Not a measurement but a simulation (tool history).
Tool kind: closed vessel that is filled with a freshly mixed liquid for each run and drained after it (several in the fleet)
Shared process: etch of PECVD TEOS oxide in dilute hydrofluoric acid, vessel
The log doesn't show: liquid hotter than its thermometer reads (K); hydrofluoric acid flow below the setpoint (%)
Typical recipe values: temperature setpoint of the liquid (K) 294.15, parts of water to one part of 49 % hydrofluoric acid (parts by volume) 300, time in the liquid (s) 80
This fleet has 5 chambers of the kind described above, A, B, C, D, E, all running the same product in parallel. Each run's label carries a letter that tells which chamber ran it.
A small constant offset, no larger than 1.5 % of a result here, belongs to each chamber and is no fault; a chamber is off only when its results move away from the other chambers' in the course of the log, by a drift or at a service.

run   hour  temperature setpoint of the liquid (K)  parts of water to one part of 49 % hydrofluoric acid (parts by volume)  time in the liquid (s)  hours since the thermometer was replaced  hours since the hydrofluoric acid flow meter was replaced  read-back film thickness of the PECVD TEOS oxide reference wafer, read on the same gauge (nm)  thickness taken off the PECVD TEOS oxide on a monitor wafer (Å)
 1B    4.7                                  294.15                                                                     300                      80                                     220.7                                                        470                                                                                         60.006                                                           48.578
 2C   13.8                                  294.15                                                                     300                      80                                      56.4                                                     2143.4                                                                                         59.983                                                           47.668
 3E   21.4                                  294.15                                                                     300                      80                                      94.8                                                      867.2                                                                                         59.996                                                           48.206
 4D   25.7                                  294.15                                                                     300                      80                                      64.8                                                      168.6                                                                                         59.981                                                           48.012
 5A   30.1                                  294.15                                                                     300                      80                                     833.4                                                     1321.8                                                                                         60.003                                                           47.645
 6C   38.8                                  294.15                                                                     300                      80                                      81.4                                                     2168.4                                                                                         59.997                                                           47.359
 7E   43.7                                  298.15                                                                     165                      80                                     117.1                                                      889.5                                                                                         59.985                                                           113.07
 8D   51.1                                  298.15                                                                     165                      80                                      90.2                                                        194                                                                                         60.002                                                           116.63
 9A   55.9                                  298.15                                                                     165                      80                                     859.2                                                     1347.6                                                                                         59.995                                                           115.09
10B   64.6                                  298.15                                                                     165                      80                                     280.6                                                      529.9                                                                                         59.979                                                           118.31
11C   73.1                                  298.15                                                                     165                      80                                     115.7                                                     2202.7                                                                                         60.022                                                           117.04
12A   77.8                                  294.15                                                                     300                      80                                     881.1                                                     1369.5                                                                                         59.995                                                           48.128
13B   82.7                                  294.15                                                                     300                      80                                     298.7                                                        548                                                                                         60.023                                                           48.609
14D   90.1                                  292.15                                                                     300                     125                                     129.2                                                        233                                                                                         59.995                                                           70.174
15E   96.6                                  292.15                                                                     300                     125                                       170                                                      942.4                                                                                         60.022                                                           68.538
16D  105.6                                  292.15                                                                     300                     125                                     144.7                                                      248.5                                                                                         59.965                                                           69.287
17B  109.7                                  292.15                                                                     300                     125                                     325.7                                                        575                                                                                         60.012                                                           70.468
18C  115.1                                  292.15                                                                     300                     125                                     157.7                                                     2244.7                                                                                          59.99                                                           69.865
19E  121.8                                  294.15                                                                     235                      80                                     195.2                                                      967.6                                                                                         59.999                                                           63.011
20A  129.6                                  294.15                                                                     235                      80                                     932.9                                                     1421.3                                                                                         59.975                                                           65.356
21C  138.2                                  294.15                                                                     235                      80                                     180.8                                                     2267.8                                                                                         59.979                                                            66.19
22A  145.7                                  294.15                                                                     235                      80                                       949                                                     1437.4                                                                                         60.001                                                           64.945
23D  149.8                                  294.15                                                                     235                      80                                     188.9                                                      292.7                                                                                         60.001                                                           65.001
24E  156.4                                  294.15                                                                     300                      80                                     229.8                                                     1002.2                                                                                         60.018                                                           46.248
     156.7  -- chamber B: hydrofluoric acid flow meter replaced
25B  161.2                                  294.15                                                                     300                      80                                     377.2                                                        4.6                                                                                         60.015                                                           48.693
26E  168.3                                  294.15                                                                     300                      80                                     241.7                                                     1014.1                                                                                         60.038                                                           46.277
27D  174.3                                  294.15                                                                     345                      80                                     213.4                                                      317.2                                                                                         59.996                                                           39.671
     176.1  -- chamber A: hydrofluoric acid flow meter replaced
28A  179.6                                  294.15                                                                     345                      80                                     982.9                                                        3.6                                                                                         59.953                                                           40.025
29C  188.6                                  294.15                                                                     345                      80                                     231.2                                                     2318.2                                                                                         60.007                                                           39.703
30B  196.8                                  294.15                                                                     345                      80                                     412.8                                                       40.2                                                                                         59.978                                                           40.682
31E  203.3                                  294.15                                                                     345                      80                                     276.7                                                     1049.1                                                                                         60.021                                                           38.011
32A  211.5                                  294.15                                                                     300                      80                                    1014.8                                                       35.5                                                                                         60.001                                                           48.168
33C  216.2                                  294.15                                                                     300                      30                                     258.8                                                     2345.8                                                                                         59.982                                                           18.006
34B  224.4                                  294.15                                                                     300                      30                                     440.4                                                       67.8                                                                                         60.017                                                             18.3
35D  232.6                                  294.15                                                                     300                      30                                     271.7                                                      375.5                                                                                         60.035                                                             17.9
36E  239.7                                  294.15                                                                     300                      30                                     313.1                                                     1085.5                                                                                         60.009                                                            16.99
37A  246.8                                  294.15                                                                     300                      30                                    1050.1                                                       70.8                                                                                         60.028                                                           17.948

Is one chamber off against the others, does the gauge drift, or is nothing wrong? If a chamber is off, say which, and what the likeliest cause is.

Little by little, chamber E moves away from the other chambers.
Most likely cause: hydrofluoric acid flow below the setpoint (%) = 4.35.
The log may not separate it from: liquid colder than its thermometer reads (K).

Below are 4 candidate recipes for chamber E's next run, each the usual settings with a change, their results shown as question marks. Which of them brings E's results back in line with what the other chambers give on the usual settings?
In line here means within this much of the mean the other chambers give on the usual settings: thickness taken off the PECVD TEOS oxide on a monitor wafer (Å) 0.95
38E-1  253.3                                  294.15                                                                     305                      80                                                                                                                                                                                                                                                                    ?
38E-2  253.3                                  295.65                                                                     300                      80                                                                                                                                                                                                                                                                    ?
38E-3  253.3                                  292.65                                                                     300                      80                                                                                                                                                                                                                                                                    ?
38E-4  253.3                                  294.15                                                                     295                      80                                                                                                                                                                                                                                                                    ?

The other chambers' mean on the usual settings: thickness taken off the PECVD TEOS oxide on a monitor wafer (Å) 47.949
  run  thickness taken off the PECVD TEOS oxide on a monitor wafer (Å)
38E-1                                                           44.262
38E-2                                                           47.683
38E-3                                                           42.798
38E-4                                                           46.167
38E-2 puts the chamber back in line with the other chambers.
